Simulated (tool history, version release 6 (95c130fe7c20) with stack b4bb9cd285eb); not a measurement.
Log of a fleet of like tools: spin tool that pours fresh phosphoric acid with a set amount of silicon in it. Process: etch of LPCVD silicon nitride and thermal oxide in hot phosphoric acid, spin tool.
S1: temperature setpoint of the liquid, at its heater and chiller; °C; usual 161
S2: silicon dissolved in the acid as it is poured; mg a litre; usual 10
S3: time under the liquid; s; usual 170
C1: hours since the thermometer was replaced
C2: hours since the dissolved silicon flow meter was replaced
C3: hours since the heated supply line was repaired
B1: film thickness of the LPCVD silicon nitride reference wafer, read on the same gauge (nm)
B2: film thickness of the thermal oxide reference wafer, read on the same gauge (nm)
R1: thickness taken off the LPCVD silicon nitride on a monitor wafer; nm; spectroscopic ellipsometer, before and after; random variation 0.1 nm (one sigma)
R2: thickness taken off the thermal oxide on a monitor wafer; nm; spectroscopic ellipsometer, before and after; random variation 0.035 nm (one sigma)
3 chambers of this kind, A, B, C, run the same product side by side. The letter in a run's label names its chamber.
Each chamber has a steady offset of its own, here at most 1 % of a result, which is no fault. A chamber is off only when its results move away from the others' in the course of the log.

run 1B hour=9.2 | S1=161 S2=10 S3=170 | C1=251 C2=844 C3=184.9 | B1=69.985 B2=129.98 | R1=15.077 R2=0.39688
run 2C hour=14.4 | S1=161 S2=10 S3=170 | C1=2170.1 C2=536.5 C3=2544.5 | B1=70.008 B2=130.02 | R1=15.047 R2=0.37106
run 3A hour=21.3 | S1=161 S2=10 S3=170 | C1=1448.8 C2=913.7 C3=425.7 | B1=69.982 B2=130.01 | R1=15.06 R2=0.4324
run 4A hour=31.8 | S1=161 S2=10 S3=170 | C1=1459.3 C2=924.2 C3=436.2 | B1=69.986 B2=129.98 | R1=15.034 R2=0.39642
run 5B hour=36.9 | S1=161 S2=10 S3=170 | C1=278.7 C2=871.7 C3=212.6 | B1=70.007 B2=129.99 | R1=15.038 R2=0.38613
run 6C hour=44.8 | S1=161 S2=4.5 S3=130 | C1=2200.5 C2=566.9 C3=2574.9 | B1=69.983 B2=130 | R1=11.407 R2=0.31967
run 7A hour=55.1 | S1=161 S2=4.5 S3=130 | C1=1482.6 C2=947.5 C3=459.5 | B1=70.002 B2=129.99 | R1=11.438 R2=0.32404
run 8C hour=65.1 | S1=161 S2=4.5 S3=130 | C1=2220.8 C2=587.2 C3=2595.2 | B1=70.023 B2=130 | R1=11.55 R2=0.36475
run 9B hour=73.3 | S1=161 S2=10 S3=170 | C1=315.1 C2=908.1 C3=249 | B1=70.001 B2=130 | R1=15.099 R2=0.40854
run 10B hour=81.4 | S1=161 S2=10 S3=170 | C1=323.2 C2=916.2 C3=257.1 | B1=69.989 B2=130.02 | R1=15.013 R2=0.42812
run 11A hour=90 | S1=161 S2=10 S3=170 | C1=1517.5 C2=982.4 C3=494.4 | B1=69.99 B2=130 | R1=15.042 R2=0.42863
-- hour=98.8 chamber C: thermometer replaced
run 12C hour=100.2 | S1=161 S2=10 S3=170 | C1=1.5 C2=622.3 C3=2630.3 | B1=70.032 B2=130.01 | R1=14.976 R2=0.4576
run 13B hour=109.3 | S1=161 S2=10 S3=170 | C1=351.1 C2=944.1 C3=285 | B1=70.013 B2=130.02 | R1=14.95 R2=0.39638
run 14A hour=118.6 | S1=161 S2=10 S3=170 | C1=1546.1 C2=1011 C3=523 | B1=70.013 B2=130.01 | R1=15.2 R2=0.41593
run 15C hour=127.7 | S1=161 S2=10 S3=170 | C1=29 C2=649.8 C3=2657.8 | B1=69.999 B2=130 | R1=15.009 R2=0.38533
run 16B hour=135.1 | S1=161 S2=10 S3=170 | C1=376.9 C2=969.9 C3=310.8 | B1=70.026 B2=130 | R1=14.916 R2=0.41367
-- hour=140.7 chamber A: dissolved silicon flow meter replaced
run 17A hour=146.5 | S1=161 S2=10 S3=135 | C1=1574 C2=5.8 C3=550.9 | B1=70.027 B2=129.99 | R1=11.95 R2=0.28648
run 18C hour=156.6 | S1=161 S2=10 S3=135 | C1=57.9 C2=678.7 C3=2686.7 | B1=70.006 B2=129.98 | R1=11.961 R2=0.32569
run 19C hour=167.5 | S1=161 S2=10 S3=135 | C1=68.8 C2=689.6 C3=2697.6 | B1=69.994 B2=130.01 | R1=11.941 R2=0.32294
run 20B hour=173.5 | S1=161 S2=10 S3=170 | C1=415.3 C2=1008.3 C3=349.2 | B1=70.016 B2=129.99 | R1=14.966 R2=0.38596
run 21A hour=184.5 | S1=161 S2=10 S3=170 | C1=1612 C2=43.8 C3=588.9 | B1=70.027 B2=130 | R1=14.993 R2=0.39306
run 22C hour=192.1 | S1=161 S2=10 S3=170 | C1=93.4 C2=714.2 C3=2722.2 | B1=70.003 B2=130 | R1=14.998 R2=0.37712
run 23B hour=199.6 | S1=161 S2=10 S3=170 | C1=441.4 C2=1034.4 C3=375.3 | B1=69.996 B2=130.03 | R1=14.999 R2=0.49528
run 24A hour=204.9 | S1=161 S2=10 S3=170 | C1=1632.4 C2=64.2 C3=609.3 | B1=70 B2=129.98 | R1=14.886 R2=0.44408
run 25A hour=213.8 | S1=161 S2=10 S3=170 | C1=1641.3 C2=73.1 C3=618.2 | B1=69.984 B2=130.02 | R1=15.214 R2=0.40894
run 26C hour=219.5 | S1=161 S2=10 S3=170 | C1=120.8 C2=741.6 C3=2749.6 | B1=70.001 B2=129.99 | R1=15.107 R2=0.44255
run 27B hour=226.3 | S1=161 S2=10 S3=170 | C1=468.1 C2=1061.1 C3=402 | B1=69.998 B2=130 | R1=14.975 R2=0.38048
run 28C hour=233.2 | S1=161 S2=10 S3=170 | C1=134.5 C2=755.3 C3=2763.3 | B1=69.996 B2=130.03 | R1=14.988 R2=0.45805
run 29A hour=240.2 | S1=161 S2=5.5 S3=250 | C1=1667.7 C2=99.5 C3=644.6 | B1=69.986 B2=130 | R1=22.342 R2=0.53096
run 30B hour=246.4 | S1=161 S2=5.5 S3=250 | C1=488.2 C2=1081.2 C3=422.1 | B1=69.98 B2=129.99 | R1=22.277 R2=0.69911
run 31B hour=255.8 | S1=161 S2=5.5 S3=250 | C1=497.6 C2=1090.6 C3=431.5 | B1=70.004 B2=129.97 | R1=22.005 R2=0.75446
-- hour=257.9 chamber B: thermometer replaced
run 32C hour=266.5 | S1=161 S2=10 S3=170 | C1=167.8 C2=788.6 C3=2796.6 | B1=69.992 B2=130.02 | R1=14.905 R2=0.44185
run 33A hour=273.4 | S1=161 S2=10 S3=170 | C1=1700.9 C2=132.7 C3=677.8 | B1=70.04 B2=130 | R1=15.18 R2=0.46392
run 34B hour=280 | S1=161 S2=10 S3=170 | C1=22.2 C2=1114.8 C3=455.7 | B1=69.991 B2=130 | R1=14.996 R2=0.45394

What goes on in this fleet: one chamber off, a drifting gauge, or nothing beyond the chambers' own small offsets? Name the chamber and the cause, if any.

No chamber stands off beyond its own small offset, and the gauge holds steady.

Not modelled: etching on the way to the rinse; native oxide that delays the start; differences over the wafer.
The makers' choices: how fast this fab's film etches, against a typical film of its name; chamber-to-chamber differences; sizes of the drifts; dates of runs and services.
